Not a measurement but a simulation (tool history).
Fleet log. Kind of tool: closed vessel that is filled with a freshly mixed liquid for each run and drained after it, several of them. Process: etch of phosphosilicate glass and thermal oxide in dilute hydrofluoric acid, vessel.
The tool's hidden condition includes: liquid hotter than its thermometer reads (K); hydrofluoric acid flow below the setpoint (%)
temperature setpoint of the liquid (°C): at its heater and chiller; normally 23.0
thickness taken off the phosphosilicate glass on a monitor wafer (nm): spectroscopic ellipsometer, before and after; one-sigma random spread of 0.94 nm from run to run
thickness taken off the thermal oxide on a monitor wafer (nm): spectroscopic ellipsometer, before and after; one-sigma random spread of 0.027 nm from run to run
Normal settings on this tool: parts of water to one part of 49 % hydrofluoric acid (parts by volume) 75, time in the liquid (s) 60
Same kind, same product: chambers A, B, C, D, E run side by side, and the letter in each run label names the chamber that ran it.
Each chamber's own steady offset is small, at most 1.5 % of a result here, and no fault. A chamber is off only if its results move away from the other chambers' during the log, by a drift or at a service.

run,hour,temperature setpoint of the liquid (°C),parts of water to one part of 49 % hydrofluoric acid (parts by volume),time in the liquid (s),hours since the thermometer was replaced,hours since the hydrofluoric acid flow meter was replaced,"read-back film thickness of the phosphosilicate glass reference wafer, read on the same gauge (nm)","read-back film thickness of the thermal oxide reference wafer, read on the same gauge (nm)",thickness taken off the phosphosilicate glass on a monitor wafer (nm),thickness taken off the thermal oxide on a monitor wafer (nm)
1A,4.1,23.0,75,60,492.9,27.9,120.00,90.023,138.560,3.7783
2E,8.2,23.0,75,60,441.0,474.7,120.01,89.972,137.570,3.7725
3B,16.6,23.0,75,60,899.1,1175.6,120.00,90.012,140.470,3.8050
4D,21.5,23.0,75,60,487.2,620.9,119.99,89.991,137.680,3.8318
5C,26.6,23.0,75,60,251.7,2433.2,119.98,90.017,139.490,3.7731
6A,31.2,23.0,75,60,520.0,55.0,119.99,89.980,137.950,3.7732
7D,36.8,23.0,75,60,502.5,636.2,120.01,90.000,137.970,3.8476
8E,44.1,23.0,75,60,476.9,510.6,120.04,89.983,136.340,3.7829
9C,51.7,23.0,75,60,276.8,2458.3,120.00,90.000,139.670,3.7343
10B,57.2,23.0,75,60,939.7,1216.2,120.02,90.018,139.290,3.7763
11A,61.0,26.5,75,40,549.8,84.8,119.98,90.000,106.330,2.9230
12B,65.7,26.5,75,40,948.2,1224.7,120.01,89.975,106.840,2.9355
13E,73.0,26.5,75,40,505.8,539.5,120.00,89.992,105.090,2.8637
14D,77.7,26.5,75,40,543.4,677.1,120.00,90.005,105.350,2.9728
15C,85.1,26.5,75,40,310.2,2491.7,119.99,90.007,106.300,2.8586
16D,89.4,23.0,75,60,555.1,688.8,120.01,90.006,137.250,3.8633
17A,93.1,23.0,75,60,581.9,116.9,120.00,90.003,138.330,3.7927
18E,100.2,23.0,75,60,533.0,566.7,120.03,90.034,139.400,3.7047
# hour 103.7: chamber C: hydrofluoric acid flow meter replaced
19B,106.9,23.0,75,60,989.4,1265.9,120.00,90.043,138.900,3.7884
20C,111.1,23.0,75,60,336.2,7.4,119.98,90.043,140.720,3.7573
21B,117.2,23.0,50,75,999.7,1276.2,120.00,90.031,271.940,7.3866
22D,122.4,23.0,50,75,588.1,721.8,120.00,89.992,268.780,7.4852
23E,127.0,23.0,50,75,559.8,593.5,119.99,89.988,267.460,7.2244
24A,133.0,23.0,50,75,621.8,156.8,119.99,89.983,267.770,7.2684
25C,140.0,23.0,50,75,365.1,36.3,119.99,89.989,274.440,7.3056
26C,148.3,23.0,75,60,373.4,44.6,120.01,90.027,139.910,3.7615
27E,156.1,23.0,55,30,588.9,622.6,120.00,90.017,96.273,2.5938
28B,160.3,23.0,55,30,1042.8,1319.3,120.00,90.019,99.062,2.6882
29A,164.6,23.0,55,30,653.4,188.4,119.99,89.978,96.398,2.6582
30D,172.6,23.0,55,30,638.3,772.0,119.96,89.977,97.340,2.7129
31D,177.4,23.0,55,30,643.1,776.8,119.99,89.990,97.308,2.6950
32C,182.8,24.5,95,60,407.9,79.1,119.98,89.938,111.860,3.0603
33B,187.7,24.5,95,60,1070.2,1346.7,119.99,90.014,112.230,3.1080
34A,191.8,24.5,95,60,680.6,215.6,119.97,89.941,112.870,3.1035
35E,199.3,24.5,95,60,632.1,665.8,120.00,90.017,114.010,3.0140
36E,206.5,24.5,95,60,639.3,673.0,120.00,89.959,113.050,3.0936
37C,210.4,20.0,75,95,435.5,106.7,120.00,89.998,194.410,5.2907
38B,218.7,20.0,75,95,1101.2,1377.7,119.99,89.982,194.860,5.3270
39A,223.5,20.0,75,95,712.3,247.3,120.01,89.986,192.660,5.3095
# hour 225.8: chamber B: hydrofluoric acid flow meter replaced
40D,227.7,20.0,75,95,693.4,827.1,120.00,89.984,194.310,5.3281
41B,231.8,20.0,75,95,1114.3,6.1,120.01,90.016,194.740,5.3213
42E,238.8,23.0,75,60,671.6,705.3,120.02,90.020,138.660,3.7343
43A,244.7,23.0,75,60,733.5,268.5,119.99,89.998,138.350,3.7505
44C,248.6,23.0,75,60,473.7,144.9,120.01,89.994,140.820,3.7583

Next, all 5 chambers run the settings below, one line each with question marks for the results. What does each chamber give?
45A,254.7,23.0,75,60,,,,,?,?
45B,254.7,23.0,75,60,,,,,?,?
45C,254.7,23.0,75,60,,,,,?,?
45D,254.7,23.0,75,60,,,,,?,?
45E,254.7,23.0,75,60,,,,,?,?

run,thickness taken off the phosphosilicate glass on a monitor wafer (nm),thickness taken off the thermal oxide on a monitor wafer (nm)
45A,137.240,3.8069
45B,140.140,3.7861
45C,139.110,3.7569
45D,138.810,3.8139
45E,137.870,3.7507
